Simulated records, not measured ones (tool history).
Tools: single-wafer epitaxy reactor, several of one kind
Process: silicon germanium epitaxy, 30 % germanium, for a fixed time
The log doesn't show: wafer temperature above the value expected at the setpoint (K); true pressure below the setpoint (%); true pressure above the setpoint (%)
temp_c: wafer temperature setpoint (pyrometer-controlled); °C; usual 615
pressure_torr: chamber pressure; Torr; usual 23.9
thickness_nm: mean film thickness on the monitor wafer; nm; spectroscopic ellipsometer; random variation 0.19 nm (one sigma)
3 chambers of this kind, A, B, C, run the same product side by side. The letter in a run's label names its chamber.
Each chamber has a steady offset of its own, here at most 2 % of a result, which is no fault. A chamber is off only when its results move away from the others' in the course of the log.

run   hour  temp_c  pressure_torr  hours since the last pyrometer calibration  hours since the last manometer calibration  read-back reference wafer on the same gauge, thickness_nm  thickness_nm
 1A   13.6     615           23.9                                       831.3                                       281.5                                                     84.188        83.607
 2B   29.3     615           23.9                                       244.0                                       332.8                                                     84.168        82.953
 3C   40.3     615           23.9                                        75.1                                       732.1                                                     84.183        84.393
 4A   48.3     615           23.9                                       866.0                                       316.2                                                     84.258        83.442
 5C   61.8     615           23.9                                        96.6                                       753.6                                                     84.190        84.168
 6B   76.0     615           23.9                                       290.7                                       379.5                                                     84.172        83.033
 7B   90.4     626           21.8                                       305.1                                       393.9                                                     84.192        97.486
 8C  105.1     626           21.8                                       139.9                                       796.9                                                     84.198        98.032
 9A  113.0     626           21.8                                       930.7                                       380.9                                                     84.224        97.504
10A  124.3     615           23.9                                       942.0                                       392.2                                                     84.146        83.596
11C  133.7     615           23.9                                       168.5                                       825.5                                                     84.237        84.847
12B  148.4     623           23.9                                       363.1                                       451.9                                                     84.216        95.708
13A  162.8     623           23.9                                       980.5                                       430.7                                                     84.248        96.138
14C  177.2     623           23.9                                       212.0                                       869.0                                                     84.224        96.845
15B  188.9     601           20.1                                       403.6                                       492.4                                                     84.175        59.811
16C  201.6     601           20.1                                       236.4                                       893.4                                                     84.171        61.237
17A  212.4     601           20.1                                      1030.1                                       480.3                                                     84.194        60.933
18B  220.2     615           23.9                                       434.9                                       523.7                                                     84.192        83.196
19C  231.9     615           23.9                                       266.7                                       923.7                                                     84.187        84.407
20B  244.3     615           23.9                                       459.0                                       547.8                                                     84.156        82.886
21A  253.1     615           23.9                                      1070.8                                       521.0                                                     84.204        83.538
22A  262.2     615           23.9                                      1079.9                                       530.1                                                     84.171        83.219
23C  271.7     615           23.9                                       306.5                                       963.5                                                     84.180        84.235
24B  283.1     615           23.9                                       497.8                                       586.6                                                     84.230        82.787
25C  295.8     615           23.9                                       330.6                                       987.6                                                     84.210        84.467
26B  308.8     615           23.9                                       523.5                                       612.3                                                     84.187        83.072
27A  323.3     602           23.9                                      1141.0                                       591.2                                                     84.210        66.177
28C  333.4     602           23.9                                       368.2                                      1025.2                                                     84.199        67.039
29A  346.7     602           23.9                                      1164.4                                       614.6                                                     84.232        66.383
30B  359.5     615           23.9                                       574.2                                       663.0                                                     84.190        83.027
31B  369.6     615           23.9                                       584.3                                       673.1                                                     84.169        83.160
32A  380.4     615           23.9                                      1198.1                                       648.3                                                     84.213        83.599
33C  393.7     615           23.9                                       428.5                                      1085.5                                                     84.205        84.717
34C  403.9     615           23.9                                       438.7                                      1095.7                                                     84.147        84.364
35B  416.2     615           23.9                                       630.9                                       719.7                                                     84.192        83.135
36A  425.9     615           23.9                                      1243.6                                       693.8                                                     84.203        83.534
37A  439.8     615           23.9                                      1257.5                                       707.7                                                     84.200        83.468
38B  455.0     615           23.9                                       669.7                                       758.5                                                     84.197        82.913
39C  467.5     615           23.9                                       502.3                                      1159.3                                                     84.174        84.810

Next, every chamber runs the same settings. What will each give?
40A  478.8     615           23.9                                                                                                                                                                ?
40B  478.8     615           23.9                                                                                                                                                                ?
40C  478.8     615           23.9                                                                                                                                                                ?

run  thickness_nm
40A        83.423
40B        82.966
40C        84.402
